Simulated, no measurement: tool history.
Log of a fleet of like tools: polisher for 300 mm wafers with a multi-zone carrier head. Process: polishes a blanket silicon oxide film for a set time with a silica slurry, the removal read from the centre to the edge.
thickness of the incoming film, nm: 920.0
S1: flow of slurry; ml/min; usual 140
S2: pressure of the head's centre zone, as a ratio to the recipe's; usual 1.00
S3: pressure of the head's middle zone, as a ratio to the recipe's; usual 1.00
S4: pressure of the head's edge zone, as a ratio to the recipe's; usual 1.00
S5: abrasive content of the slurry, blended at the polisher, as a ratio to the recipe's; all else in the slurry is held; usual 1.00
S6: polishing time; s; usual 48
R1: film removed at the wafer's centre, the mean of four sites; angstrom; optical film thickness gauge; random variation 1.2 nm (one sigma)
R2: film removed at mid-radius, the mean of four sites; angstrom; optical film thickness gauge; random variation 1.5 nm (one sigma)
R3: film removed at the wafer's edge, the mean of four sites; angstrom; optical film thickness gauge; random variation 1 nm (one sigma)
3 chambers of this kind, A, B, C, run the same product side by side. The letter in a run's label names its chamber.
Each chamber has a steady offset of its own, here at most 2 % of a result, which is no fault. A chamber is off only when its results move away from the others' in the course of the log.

run 1B hour=4.4 | S1=140 S2=1.00 S3=1.00 S4=1.00 S5=1.00 S6=48 | R1=1542.6 R2=1527.6 R3=1554.9
run 2A hour=9.1 | S1=140 S2=1.00 S3=1.00 S4=1.00 S5=1.00 S6=48 | R1=1524.5 R2=1553.1 R3=1519.9
run 3C hour=16.0 | S1=140 S2=1.00 S3=1.00 S4=1.00 S5=1.00 S6=48 | R1=1524.3 R2=1518.4 R3=1531.5
-- hour=20.7 chamber B: centre zone pressure recalibrated
run 4C hour=23.3 | S1=140 S2=1.00 S3=1.00 S4=1.00 S5=1.00 S6=48 | R1=1534.2 R2=1500.7 R3=1530.0
-- hour=24.3 chamber A: edge zone pressure recalibrated
run 5B hour=30.1 | S1=140 S2=1.00 S3=1.00 S4=1.00 S5=1.15 S6=60 | R1=2038.4 R2=2028.8 R3=2063.9
run 6A hour=36.2 | S1=140 S2=1.00 S3=1.00 S4=1.00 S5=1.15 S6=60 | R1=2035.8 R2=2069.1 R3=2038.8
run 7B hour=40.3 | S1=140 S2=1.00 S3=1.00 S4=1.00 S5=1.15 S6=60 | R1=2042.0 R2=2012.5 R3=2068.6
-- hour=43.8 chamber C: worn pad replaced by a new one
run 8C hour=44.4 | S1=140 S2=1.00 S3=1.00 S4=1.00 S5=1.00 S6=48 | R1=1528.9 R2=1526.7 R3=1518.4
run 9A hour=51.1 | S1=140 S2=1.00 S3=1.00 S4=1.00 S5=1.00 S6=48 | R1=1522.0 R2=1543.9 R3=1539.3
run 10C hour=56.5 | S1=140 S2=1.00 S3=1.00 S4=1.00 S5=1.00 S6=48 | R1=1505.3 R2=1543.8 R3=1528.8
-- hour=58.6 chamber B: worn pad replaced by a new one
run 11A hour=63.0 | S1=140 S2=1.00 S3=0.89 S4=0.89 S5=1.00 S6=48 | R1=1549.8 R2=1400.5 R3=1468.6
run 12B hour=68.7 | S1=140 S2=1.00 S3=0.89 S4=0.89 S5=1.00 S6=48 | R1=1515.0 R2=1375.6 R3=1478.6
-- hour=69.1 chamber A: worn pad replaced by a new one
run 13A hour=73.7 | S1=140 S2=1.00 S3=0.89 S4=0.89 S5=1.00 S6=48 | R1=1574.0 R2=1405.6 R3=1450.7
-- hour=74.5 chamber A: slurry nozzle cleaned
run 14B hour=80.2 | S1=140 S2=1.00 S3=1.00 S4=1.00 S5=1.00 S6=48 | R1=1506.7 R2=1522.1 R3=1560.4
run 15C hour=83.4 | S1=140 S2=1.00 S3=1.00 S4=1.00 S5=1.00 S6=48 | R1=1543.3 R2=1516.4 R3=1538.3
run 16C hour=87.3 | S1=140 S2=1.00 S3=1.00 S4=1.00 S5=1.00 S6=48 | R1=1535.9 R2=1508.3 R3=1524.7
run 17B hour=94.3 | S1=140 S2=1.00 S3=1.00 S4=1.00 S5=1.00 S6=48 | R1=1503.4 R2=1522.6 R3=1564.0
run 18A hour=100.2 | S1=140 S2=1.00 S3=1.00 S4=1.00 S5=1.00 S6=48 | R1=1589.4 R2=1527.7 R3=1549.6
-- hour=104.9 chamber C: worn pad replaced by a new one
run 19B hour=106.2 | S1=140 S2=1.00 S3=1.00 S4=1.00 S5=1.00 S6=48 | R1=1521.9 R2=1537.5 R3=1554.7
run 20A hour=111.2 | S1=140 S2=1.00 S3=1.00 S4=1.00 S5=1.00 S6=48 | R1=1563.3 R2=1557.1 R3=1542.2
run 21C hour=115.2 | S1=140 S2=1.00 S3=0.90 S4=1.00 S5=0.70 S6=48 | R1=1275.0 R2=1148.5 R3=1286.6
run 22B hour=119.2 | S1=140 S2=1.00 S3=0.90 S4=1.00 S5=0.70 S6=48 | R1=1278.2 R2=1168.0 R3=1304.3
run 23A hour=126.2 | S1=140 S2=1.00 S3=0.90 S4=1.00 S5=0.70 S6=48 | R1=1363.1 R2=1202.5 R3=1281.8
run 24C hour=129.4 | S1=140 S2=1.00 S3=1.00 S4=1.00 S5=1.00 S6=48 | R1=1511.6 R2=1518.8 R3=1538.6
run 25B hour=136.1 | S1=140 S2=1.00 S3=1.00 S4=1.00 S5=1.00 S6=48 | R1=1536.9 R2=1548.2 R3=1562.3
run 26A hour=139.9 | S1=140 S2=1.00 S3=1.00 S4=1.00 S5=1.00 S6=48 | R1=1629.9 R2=1538.2 R3=1528.6
run 27C hour=147.0 | S1=140 S2=1.00 S3=1.00 S4=1.00 S5=1.00 S6=48 | R1=1520.4 R2=1527.7 R3=1509.1
-- hour=149.6 chamber A: worn pad replaced by a new one
run 28A hour=153.1 | S1=140 S2=1.09 S3=1.00 S4=1.00 S5=1.10 S6=48 | R1=1876.2 R2=1618.8 R3=1609.8
-- hour=155.9 chamber B: worn pad replaced by a new one
run 29C hour=156.2 | S1=140 S2=1.09 S3=1.00 S4=1.00 S5=1.10 S6=48 | R1=1770.6 R2=1603.8 R3=1612.9
run 30B hour=160.7 | S1=140 S2=1.09 S3=1.00 S4=1.00 S5=1.10 S6=48 | R1=1719.6 R2=1594.8 R3=1626.8
run 31A hour=164.4 | S1=140 S2=1.00 S3=1.00 S4=1.00 S5=1.00 S6=48 | R1=1654.5 R2=1555.1 R3=1543.8

What goes on in this fleet: one chamber off, a drifting gauge, or nothing beyond the chambers' own small offsets? Name the chamber and the cause, if any.

Chamber A drifts away from the others.
Cause: centre zone's pressure above its setpoint, % = 7.66.

Here are 4 candidates for chamber A's next run, each the usual settings with a change, their results left as question marks. Which one brings its results back in line with what the others give on the usual settings?
In line means no further than this from the other chambers' mean on the usual settings: R1 42.0 angstrom; R2 53.0 angstrom; R3 35.0 angstrom
run 32A-1 hour=169.6 | S1=140 S2=1.02 S3=1.00 S4=0.99 S5=1.00 S6=48 | R1=? R2=? R3=?
run 32A-2 hour=169.6 | S1=145 S2=1.06 S3=1.00 S4=0.97 S5=1.00 S6=48 | R1=? R2=? R3=?
run 32A-3 hour=169.6 | S1=140 S2=0.98 S3=1.00 S4=1.01 S5=1.00 S6=48 | R1=? R2=? R3=?
run 32A-4 hour=169.6 | S1=135 S2=0.94 S3=1.00 S4=1.03 S5=1.00 S6=48 | R1=? R2=? R3=?

The other chambers' mean on the usual settings: R1 1529.4 angstrom; R2 1526.0 angstrom; R3 1543.3 angstrom
run=32A-1 R1=1703.7 R2=1552.3 R3=1531.4
run=32A-2 R1=1790.6 R2=1562.8 R3=1522.6
run=32A-3 R1=1630.9 R2=1552.6 R3=1547.9
run=32A-4 R1=1545.0 R2=1541.4 R3=1555.9
32A-4 brings the chamber back in line.
